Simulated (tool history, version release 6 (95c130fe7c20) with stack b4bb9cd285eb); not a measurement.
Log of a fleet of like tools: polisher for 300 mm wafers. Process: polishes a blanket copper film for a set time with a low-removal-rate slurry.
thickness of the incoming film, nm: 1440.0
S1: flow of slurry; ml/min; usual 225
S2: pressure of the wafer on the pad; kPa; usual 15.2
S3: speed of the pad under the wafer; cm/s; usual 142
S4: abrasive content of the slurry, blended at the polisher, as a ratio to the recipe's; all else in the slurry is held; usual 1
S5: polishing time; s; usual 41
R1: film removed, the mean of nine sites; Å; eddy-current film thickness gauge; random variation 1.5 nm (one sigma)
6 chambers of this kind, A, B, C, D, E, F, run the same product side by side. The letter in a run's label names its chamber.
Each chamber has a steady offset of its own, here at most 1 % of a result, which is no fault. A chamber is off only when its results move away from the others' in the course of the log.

-- hour=3.0 chamber D: worn pad replaced by a new one
-- hour=3.7 chamber E: worn pad replaced by a new one
run 1F hour=6.2 | S1=225 S2=15.2 S3=142 S4=1 S5=41 | R1=1479.2
run 2B hour=17.4 | S1=225 S2=15.2 S3=142 S4=1 S5=41 | R1=1453.2
-- hour=17.8 chamber F: worn pad replaced by a new one
run 3E hour=23.7 | S1=225 S2=15.2 S3=142 S4=1 S5=41 | R1=1454.6
-- hour=26.9 chamber B: worn pad replaced by a new one
-- hour=30.6 chamber C: slurry nozzle cleaned
run 4A hour=32.6 | S1=225 S2=15.2 S3=142 S4=1 S5=41 | R1=1464.6
-- hour=41.9 chamber A: worn pad replaced by a new one
-- hour=43.6 chamber C: worn pad replaced by a new one
run 5D hour=43.6 | S1=190 S2=15.2 S3=142 S4=1 S5=41 | R1=1447.0
run 6C hour=55.7 | S1=190 S2=15.2 S3=142 S4=1 S5=41 | R1=1448.2
run 7F hour=65.4 | S1=190 S2=15.2 S3=142 S4=1 S5=41 | R1=1450.3
-- hour=66.5 chamber A: slurry blender recalibrated
run 8C hour=72.1 | S1=190 S2=15.2 S3=142 S4=1 S5=41 | R1=1378.5
run 9E hour=82.8 | S1=190 S2=15.2 S3=142 S4=1 S5=41 | R1=1426.1
-- hour=85.4 chamber E: worn pad replaced by a new one
run 10D hour=90.0 | S1=190 S2=15.2 S3=142 S4=1 S5=41 | R1=1426.7
-- hour=90.6 chamber D: worn pad replaced by a new one
-- hour=94.7 chamber B: worn pad replaced by a new one
run 11B hour=97.2 | S1=225 S2=15.2 S3=142 S4=1 S5=41 | R1=1452.0
run 12A hour=103.0 | S1=225 S2=15.2 S3=142 S4=1 S5=41 | R1=1431.5
-- hour=103.8 chamber F: worn pad replaced by a new one
run 13B hour=110.2 | S1=225 S2=15.2 S3=142 S4=1 S5=41 | R1=1454.6
run 14A hour=120.6 | S1=225 S2=15.2 S3=142 S4=1 S5=41 | R1=1431.5
-- hour=122.0 chamber C: slurry blender recalibrated
-- hour=124.4 chamber C: worn pad replaced by a new one
-- hour=131.9 chamber A: worn pad replaced by a new one
run 15E hour=133.0 | S1=225 S2=15.2 S3=142 S4=1 S5=41 | R1=1445.7
-- hour=141.9 chamber B: slurry blender recalibrated
run 16C hour=145.0 | S1=225 S2=15.2 S3=142 S4=1 S5=41 | R1=1459.5
run 17F hour=156.0 | S1=225 S2=15.2 S3=142 S4=1 S5=41 | R1=1461.2
-- hour=165.2 chamber E: worn pad replaced by a new one
run 18D hour=168.8 | S1=225 S2=15.2 S3=142 S4=1 S5=41 | R1=1456.2
-- hour=173.2 chamber B: slurry nozzle cleaned
run 19A hour=174.8 | S1=225 S2=15.2 S3=142 S4=1 S5=41 | R1=1456.5
-- hour=175.3 chamber B: worn pad replaced by a new one
run 20C hour=184.7 | S1=225 S2=15.2 S3=142 S4=1 S5=41 | R1=1462.9
-- hour=187.5 chamber F: worn pad replaced by a new one
-- hour=188.8 chamber D: worn pad replaced by a new one
run 21F hour=196.3 | S1=225 S2=17.9 S3=186 S4=1 S5=41 | R1=2266.9
-- hour=199.7 chamber A: worn pad replaced by a new one
run 22D hour=203.3 | S1=225 S2=17.9 S3=186 S4=1 S5=41 | R1=2250.0
-- hour=206.9 chamber C: worn pad replaced by a new one
run 23B hour=215.6 | S1=225 S2=17.9 S3=186 S4=1 S5=41 | R1=2240.9
run 24E hour=226.4 | S1=225 S2=17.9 S3=186 S4=1 S5=41 | R1=2217.4
-- hour=231.9 chamber E: slurry blender recalibrated
-- hour=234.9 chamber E: head pressure recalibrated
run 25F hour=238.9 | S1=225 S2=17.9 S3=186 S4=1 S5=41 | R1=2237.7
-- hour=240.8 chamber E: worn pad replaced by a new one
run 26C hour=248.7 | S1=225 S2=17.9 S3=186 S4=1 S5=41 | R1=2252.2
-- hour=253.3 chamber B: worn pad replaced by a new one
run 27A hour=259.3 | S1=225 S2=15.2 S3=142 S4=1 S5=41 | R1=1451.5
run 28E hour=268.7 | S1=225 S2=15.2 S3=142 S4=1 S5=41 | R1=1332.1
-- hour=270.3 chamber A: head pressure recalibrated
-- hour=274.9 chamber F: worn pad replaced by a new one
-- hour=275.1 chamber C: worn pad replaced by a new one
-- hour=276.4 chamber D: worn pad replaced by a new one
run 29D hour=276.8 | S1=225 S2=15.2 S3=142 S4=1 S5=41 | R1=1474.3
-- hour=277.8 chamber F: slurry blender recalibrated
run 30B hour=284.5 | S1=225 S2=15.2 S3=142 S4=1 S5=41 | R1=1459.7
-- hour=288.3 chamber A: worn pad replaced by a new one
run 31C hour=293.2 | S1=225 S2=15.2 S3=142 S4=1 S5=41 | R1=1446.1
run 32D hour=302.2 | S1=225 S2=15.2 S3=142 S4=1 S5=41 | R1=1431.0
run 33B hour=311.1 | S1=150 S2=17.2 S3=142 S4=1 S5=41 | R1=1555.9
run 34E hour=319.6 | S1=150 S2=17.2 S3=142 S4=1 S5=41 | R1=1448.5
-- hour=324.1 chamber C: slurry blender recalibrated
-- hour=327.6 chamber D: slurry blender recalibrated
run 35F hour=332.0 | S1=150 S2=17.2 S3=142 S4=1 S5=41 | R1=1557.0
run 36A hour=342.4 | S1=150 S2=17.2 S3=142 S4=1 S5=41 | R1=1549.2
run 37D hour=349.5 | S1=150 S2=17.2 S3=142 S4=1 S5=41 | R1=1572.8
-- hour=353.1 chamber C: worn pad replaced by a new one
run 38F hour=361.5 | S1=150 S2=17.2 S3=142 S4=1 S5=41 | R1=1577.2
run 39A hour=368.1 | S1=225 S2=15.2 S3=142 S4=1 S5=41 | R1=1466.4
run 40C hour=380.6 | S1=225 S2=15.2 S3=142 S4=1 S5=41 | R1=1452.5

All 6 chambers run these settings next. Forecast each chamber's results:
run 41A hour=389.8 | S1=225 S2=13.1 S3=142 S4=1 S5=41 | R1=?
run 41B hour=389.8 | S1=225 S2=13.1 S3=142 S4=1 S5=41 | R1=?
run 41C hour=389.8 | S1=225 S2=13.1 S3=142 S4=1 S5=41 | R1=?
run 41D hour=389.8 | S1=225 S2=13.1 S3=142 S4=1 S5=41 | R1=?
run 41E hour=389.8 | S1=225 S2=13.1 S3=142 S4=1 S5=41 | R1=?
run 41F hour=389.8 | S1=225 S2=13.1 S3=142 S4=1 S5=41 | R1=?

run=41A R1=1254.4
run=41B R1=1225.4
run=41C R1=1255.8
run=41D R1=1262.5
run=41E R1=1117.8
run=41F R1=1268.2
